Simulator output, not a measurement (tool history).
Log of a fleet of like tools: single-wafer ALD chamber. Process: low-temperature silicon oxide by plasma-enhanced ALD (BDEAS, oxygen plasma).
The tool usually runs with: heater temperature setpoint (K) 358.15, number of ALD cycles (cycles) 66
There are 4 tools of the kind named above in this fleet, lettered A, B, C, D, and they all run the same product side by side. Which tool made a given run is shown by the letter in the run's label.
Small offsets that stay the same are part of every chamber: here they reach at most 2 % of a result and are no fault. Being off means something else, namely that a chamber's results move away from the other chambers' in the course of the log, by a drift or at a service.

run,hour,heater temperature setpoint (K),number of ALD cycles (cycles),hours since the last thermocouple change,"read-back reference wafer on the same gauge, thickness_nm",mean film thickness on the monitor wafer (angstrom)
1C,6.3,358.15,66,280.4,9.3773,100.73
2D,14.2,358.15,66,77.4,9.3863,99.486
3B,19.9,358.15,66,619.3,9.3986,99.29
4A,24.9,358.15,66,930.1,9.3848,99.331
5C,29.9,358.15,56,304,9.3721,85.318
6D,34.6,358.15,56,97.8,9.3718,84.049
7A,39.4,358.15,56,944.6,9.3761,84.952
8B,43.3,358.15,56,642.7,9.3686,83.567
9B,50.1,358.15,66,649.5,9.3769,98.469
10D,57.6,358.15,66,120.8,9.3785,99.584
11C,64.9,358.15,66,339,9.3732,101.48
12A,69.9,358.15,70,975.1,9.3788,105.5
13A,77.5,358.15,70,982.7,9.3818,106.12
14C,85,358.15,70,359.1,9.3736,106.81
15B,89.6,358.15,70,689,9.3856,104.52
16D,94.6,358.15,66,157.8,9.3954,99.411
17C,98.7,358.15,66,372.8,9.3824,100.92
18D,104.8,358.15,66,168,9.3725,99.235
19A,112.5,358.15,66,1017.7,9.3938,99.828
20B,117.1,358.15,62,716.5,9.3805,93.623
21B,121.5,358.15,62,720.9,9.3794,92.602
22A,128,358.15,62,1033.2,9.374,93.231
23D,134.9,358.15,62,198.1,9.3831,93.447
24C,142.6,346.15,79,416.7,9.37,124.62
25C,148.1,346.15,79,422.2,9.3728,125.54
26B,155.6,346.15,79,755,9.3814,123.39
27A,162.2,346.15,79,1067.4,9.362,124.44
28D,166.7,352.15,75,229.9,9.3703,114.5
29C,173.5,352.15,75,447.6,9.3814,116.02
30B,181.2,352.15,75,780.6,9.3714,113.6

Does one chamber stand apart from the rest, does the shared gauge drift, or is all well apart from small per-chamber offsets? Give the chamber and the most likely cause, where there is one.

The fleet is healthy, with each chamber sitting at its usual small offset and no drift in the gauge.
